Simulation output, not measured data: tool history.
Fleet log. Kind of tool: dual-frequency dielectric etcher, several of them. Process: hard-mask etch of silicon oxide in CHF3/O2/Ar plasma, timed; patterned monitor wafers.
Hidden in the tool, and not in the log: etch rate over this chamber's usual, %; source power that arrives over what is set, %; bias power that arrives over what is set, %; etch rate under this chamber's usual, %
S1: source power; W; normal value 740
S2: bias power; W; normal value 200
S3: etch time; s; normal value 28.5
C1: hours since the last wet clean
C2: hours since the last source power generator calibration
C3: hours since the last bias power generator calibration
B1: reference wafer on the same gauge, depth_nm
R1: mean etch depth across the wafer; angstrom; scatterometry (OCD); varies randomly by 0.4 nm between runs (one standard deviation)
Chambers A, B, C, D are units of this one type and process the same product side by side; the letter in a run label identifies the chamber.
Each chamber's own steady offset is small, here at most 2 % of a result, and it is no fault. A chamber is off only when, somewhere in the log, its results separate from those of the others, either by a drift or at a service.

run   hour   S1   S2    S3     C1      C2      C3      B1      R1
 1C      9  740  200  28.5  196.4   945.6   233.6  69.765  630.47
 2B   18.5  740  200  28.5  262.8  1394.8  1163.9    69.9  643.84
 3D   26.7  740  200  28.5  107.3   664.9  2572.2  69.645  634.99
 4A   31.9  740  200  28.5   86.4  2375.5  1519.9  69.822  630.81
 5B     37  740  200  28.5  281.3  1413.3  1182.4  69.822  648.69
 6C   43.7  900  200  21.5  231.1   980.3   268.3  69.848  519.73
 7D   52.2  900  200  21.5  132.8   690.4  2597.7  69.844  517.87
 8A   60.2  900  200  21.5  114.7  2403.8  1548.2  69.801  512.14
 9C   66.2  900  200  21.5  253.6  1002.8   290.8  69.806  513.05
10B   76.8  740  200  28.5  321.1  1453.1  1222.2  69.813  645.45
11D   83.8  740  200  28.5  164.4     722  2629.3  69.796  641.96
12A   95.1  740  200  28.5  149.6  2438.7  1583.1  69.827  631.77
13C  101.8  740  200  28.5  289.2  1038.4   326.4  69.819  631.89
14A    109  740  200  31.5  163.5  2452.6    1597  69.827  698.69
15D  117.3  740  200  31.5  197.9   755.5  2662.8  69.845  696.33
16B  125.6  740  200  31.5  369.9  1501.9    1271    69.8  705.82
17C  135.6  740  200  31.5    323  1072.2   360.2  69.725  700.22
18A  140.9  740  200  28.5  195.4  2484.5  1628.9  69.716  637.67
       147  -- chamber D: bias power generator calibrated
19D  151.8  740  200  28.5  232.4     790     4.9   69.94  616.19
20B  162.8  740  200  28.5  407.1  1539.1  1308.2  69.883  647.38
     168.5  -- chamber C: wet clean of the chamber
21C  171.5  740  180  31.5      3  1108.1   396.1  69.791  680.13
22A  177.4  740  180  31.5  231.9    2521  1665.4  69.711  679.24
23B    183  740  180  31.5  427.3  1559.3  1328.4  69.799  684.75
24D  192.4  740  180  31.5    273   830.6    45.5  69.784   647.3
25B  198.2  740  200  28.5  442.5  1574.5  1343.6  69.761  645.26
26D  206.3  740  200  28.5  286.9   844.5    59.4  69.884  604.89
27A  212.9  740  200  28.5  267.4  2556.5  1700.9  69.723  640.82
28C  222.3  740  200  28.5   53.8  1158.9   446.9  69.861  636.94
29B  228.6  740  200  28.5  472.9  1604.9    1374  69.766  641.19
30D  239.3  740  200  28.5  319.9   877.5    92.4  69.663  597.17

Is one chamber off against the others, does the gauge drift, or is nothing wrong? If a chamber is off, say which, and what the likeliest cause is.

It is chamber D that slowly wanders off from its peers.
Cause: etch rate under this chamber's usual, % = 5.51.

Which of the 4 candidates below, each the usual settings with something changed and its results left as question marks, puts chamber D back in line with what the other chambers give on the usual settings?
Allowed miss from the other chambers' usual-settings mean, per result, to count as in line: R1 14 angstrom
31D-1  247.4  760  205  31.5                   ?
31D-2  247.4  730  198    27                   ?
31D-3  247.4  740  200  30.5                   ?
31D-4  247.4  720  195    26                   ?

On the usual settings, the other chambers give on average: R1 637.37 angstrom
  run      R1
31D-1  673.53
31D-2  561.93
31D-3  640.23
31D-4  535.54
Change 31D-3 lands the chamber within the allowed miss of the other chambers.
